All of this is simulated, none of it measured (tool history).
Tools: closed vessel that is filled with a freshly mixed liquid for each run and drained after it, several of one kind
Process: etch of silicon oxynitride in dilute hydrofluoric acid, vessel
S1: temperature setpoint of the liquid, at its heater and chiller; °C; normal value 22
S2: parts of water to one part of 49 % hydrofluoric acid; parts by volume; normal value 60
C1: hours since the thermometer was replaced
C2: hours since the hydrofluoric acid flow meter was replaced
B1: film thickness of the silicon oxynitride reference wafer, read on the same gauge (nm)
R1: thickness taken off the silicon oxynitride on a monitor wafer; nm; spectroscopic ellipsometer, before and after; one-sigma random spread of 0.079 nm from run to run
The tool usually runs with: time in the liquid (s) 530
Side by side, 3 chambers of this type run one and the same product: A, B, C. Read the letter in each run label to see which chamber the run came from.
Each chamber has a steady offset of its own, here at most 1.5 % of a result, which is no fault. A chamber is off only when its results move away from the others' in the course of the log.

{"run": "1C", "hour": 7.7, "S1": 22, "S2": 60, "time in the liquid (s)": 530, "C1": 650.4, "C2": 355.4, "B1": 39.976, "R1": 15.065}
{"run": "2A", "hour": 19.4, "S1": 22, "S2": 60, "time in the liquid (s)": 530, "C1": 1368.2, "C2": 164, "B1": 39.983, "R1": 14.958}
{"run": "3B", "hour": 34.2, "S1": 22, "S2": 60, "time in the liquid (s)": 530, "C1": 364.6, "C2": 204.9, "B1": 40.045, "R1": 15.08}
{"run": "4A", "hour": 43.7, "S1": 22, "S2": 60, "time in the liquid (s)": 530, "C1": 1392.5, "C2": 188.3, "B1": 40.03, "R1": 14.968}
{"run": "5C", "hour": 51.3, "S1": 22, "S2": 60, "time in the liquid (s)": 530, "C1": 694, "C2": 399, "B1": 39.972, "R1": 15.005}
{"hour": 57.8, "done": "chamber C: hydrofluoric acid flow meter replaced"}
{"run": "6B", "hour": 58.8, "S1": 22, "S2": 60, "time in the liquid (s)": 530, "C1": 389.2, "C2": 229.5, "B1": 40.003, "R1": 15.157}
{"run": "7C", "hour": 69.1, "S1": 22, "S2": 60, "time in the liquid (s)": 530, "C1": 711.8, "C2": 11.4, "B1": 39.995, "R1": 14.991}
{"run": "8B", "hour": 83.4, "S1": 22, "S2": 60, "time in the liquid (s)": 530, "C1": 413.8, "C2": 254.1, "B1": 39.958, "R1": 15.175}
{"run": "9A", "hour": 94.3, "S1": 22, "S2": 60, "time in the liquid (s)": 530, "C1": 1443.1, "C2": 238.9, "B1": 40.034, "R1": 14.976}
{"run": "10A", "hour": 109.3, "S1": 19, "S2": 40, "time in the liquid (s)": 530, "C1": 1458.1, "C2": 253.9, "B1": 40, "R1": 19.615}
{"run": "11C", "hour": 120.4, "S1": 19, "S2": 40, "time in the liquid (s)": 530, "C1": 763.1, "C2": 62.7, "B1": 39.99, "R1": 19.481}
{"run": "12B", "hour": 129.4, "S1": 19, "S2": 40, "time in the liquid (s)": 530, "C1": 459.8, "C2": 300.1, "B1": 39.98, "R1": 19.77}
{"run": "13A", "hour": 141.0, "S1": 22, "S2": 60, "time in the liquid (s)": 530, "C1": 1489.8, "C2": 285.6, "B1": 40.007, "R1": 14.967}
{"run": "14B", "hour": 155.6, "S1": 22, "S2": 60, "time in the liquid (s)": 530, "C1": 486, "C2": 326.3, "B1": 39.991, "R1": 15.236}
{"run": "15C", "hour": 166.0, "S1": 22, "S2": 60, "time in the liquid (s)": 530, "C1": 808.7, "C2": 108.3, "B1": 39.999, "R1": 14.942}
{"run": "16C", "hour": 174.0, "S1": 18, "S2": 75, "time in the liquid (s)": 530, "C1": 816.7, "C2": 116.3, "B1": 39.95, "R1": 9.7897}
{"run": "17A", "hour": 185.2, "S1": 18, "S2": 75, "time in the liquid (s)": 530, "C1": 1534, "C2": 329.8, "B1": 39.987, "R1": 9.7514}
{"run": "18B", "hour": 199.6, "S1": 18, "S2": 75, "time in the liquid (s)": 530, "C1": 530, "C2": 370.3, "B1": 40.013, "R1": 9.8285}
{"run": "19B", "hour": 214.4, "S1": 22, "S2": 60, "time in the liquid (s)": 530, "C1": 544.8, "C2": 385.1, "B1": 40.008, "R1": 15.091}
{"run": "20C", "hour": 229.7, "S1": 22, "S2": 60, "time in the liquid (s)": 530, "C1": 872.4, "C2": 172, "B1": 40.038, "R1": 15.148}
{"run": "21A", "hour": 239.2, "S1": 22, "S2": 60, "time in the liquid (s)": 530, "C1": 1588, "C2": 383.8, "B1": 39.951, "R1": 14.949}
{"run": "22A", "hour": 252.7, "S1": 22, "S2": 60, "time in the liquid (s)": 530, "C1": 1601.5, "C2": 397.3, "B1": 40.013, "R1": 15.127}
{"run": "23B", "hour": 262.1, "S1": 22, "S2": 60, "time in the liquid (s)": 530, "C1": 592.5, "C2": 432.8, "B1": 39.992, "R1": 15.083}
{"run": "24C", "hour": 275.8, "S1": 22, "S2": 60, "time in the liquid (s)": 530, "C1": 918.5, "C2": 218.1, "B1": 40.048, "R1": 15.111}
{"run": "25B", "hour": 285.9, "S1": 22, "S2": 60, "time in the liquid (s)": 530, "C1": 616.3, "C2": 456.6, "B1": 40.05, "R1": 15.017}
{"run": "26A", "hour": 296.7, "S1": 22, "S2": 60, "time in the liquid (s)": 530, "C1": 1645.5, "C2": 441.3, "B1": 40.031, "R1": 15.033}
{"run": "27C", "hour": 311.7, "S1": 22, "S2": 60, "time in the liquid (s)": 530, "C1": 954.4, "C2": 254, "B1": 40.006, "R1": 15.03}
{"run": "28C", "hour": 325.1, "S1": 22, "S2": 60, "time in the liquid (s)": 530, "C1": 967.8, "C2": 267.4, "B1": 40.02, "R1": 14.995}
{"run": "29A", "hour": 335.7, "S1": 22, "S2": 60, "time in the liquid (s)": 725, "C1": 1684.5, "C2": 480.3, "B1": 39.994, "R1": 20.446}
{"run": "30B", "hour": 345.2, "S1": 22, "S2": 60, "time in the liquid (s)": 725, "C1": 675.6, "C2": 515.9, "B1": 40.015, "R1": 20.212}
{"run": "31A", "hour": 356.2, "S1": 22, "S2": 60, "time in the liquid (s)": 725, "C1": 1705, "C2": 500.8, "B1": 40.013, "R1": 20.459}
{"run": "32B", "hour": 372.1, "S1": 22, "S2": 60, "time in the liquid (s)": 530, "C1": 702.5, "C2": 542.8, "B1": 39.959, "R1": 14.758}
{"run": "33C", "hour": 386.0, "S1": 24, "S2": 60, "time in the liquid (s)": 815, "C1": 1028.7, "C2": 328.3, "B1": 39.983, "R1": 25.33}
{"run": "34B", "hour": 400.8, "S1": 24, "S2": 60, "time in the liquid (s)": 815, "C1": 731.2, "C2": 571.5, "B1": 40.026, "R1": 24.659}
{"run": "35A", "hour": 414.2, "S1": 24, "S2": 60, "time in the liquid (s)": 815, "C1": 1763, "C2": 558.8, "B1": 40.032, "R1": 25.459}
{"run": "36C", "hour": 425.1, "S1": 22, "S2": 60, "time in the liquid (s)": 530, "C1": 1067.8, "C2": 367.4, "B1": 39.992, "R1": 15.06}
{"run": "37C", "hour": 440.1, "S1": 22, "S2": 60, "time in the liquid (s)": 530, "C1": 1082.8, "C2": 382.4, "B1": 39.953, "R1": 15.156}
{"run": "38B", "hour": 454.2, "S1": 22, "S2": 60, "time in the liquid (s)": 530, "C1": 784.6, "C2": 624.9, "B1": 40.018, "R1": 14.41}
{"run": "39A", "hour": 467.0, "S1": 22, "S2": 60, "time in the liquid (s)": 530, "C1": 1815.8, "C2": 611.6, "B1": 40.035, "R1": 15.036}
{"run": "40A", "hour": 477.7, "S1": 22, "S2": 60, "time in the liquid (s)": 530, "C1": 1826.5, "C2": 622.3, "B1": 39.987, "R1": 15.035}
{"run": "41B", "hour": 486.3, "S1": 22, "S2": 60, "time in the liquid (s)": 530, "C1": 816.7, "C2": 657, "B1": 39.995, "R1": 14.289}

All 3 chambers run these settings next. Forecast each chamber's results:
{"run": "42A", "hour": 497.6, "S1": 22, "S2": 60, "time in the liquid (s)": 530, "R1": "?"}
{"run": "42B", "hour": 497.6, "S1": 22, "S2": 60, "time in the liquid (s)": 530, "R1": "?"}
{"run": "42C", "hour": 497.6, "S1": 22, "S2": 60, "time in the liquid (s)": 530, "R1": "?"}

run=42A R1=14.853
run=42B R1=14.328
run=42C R1=15.042
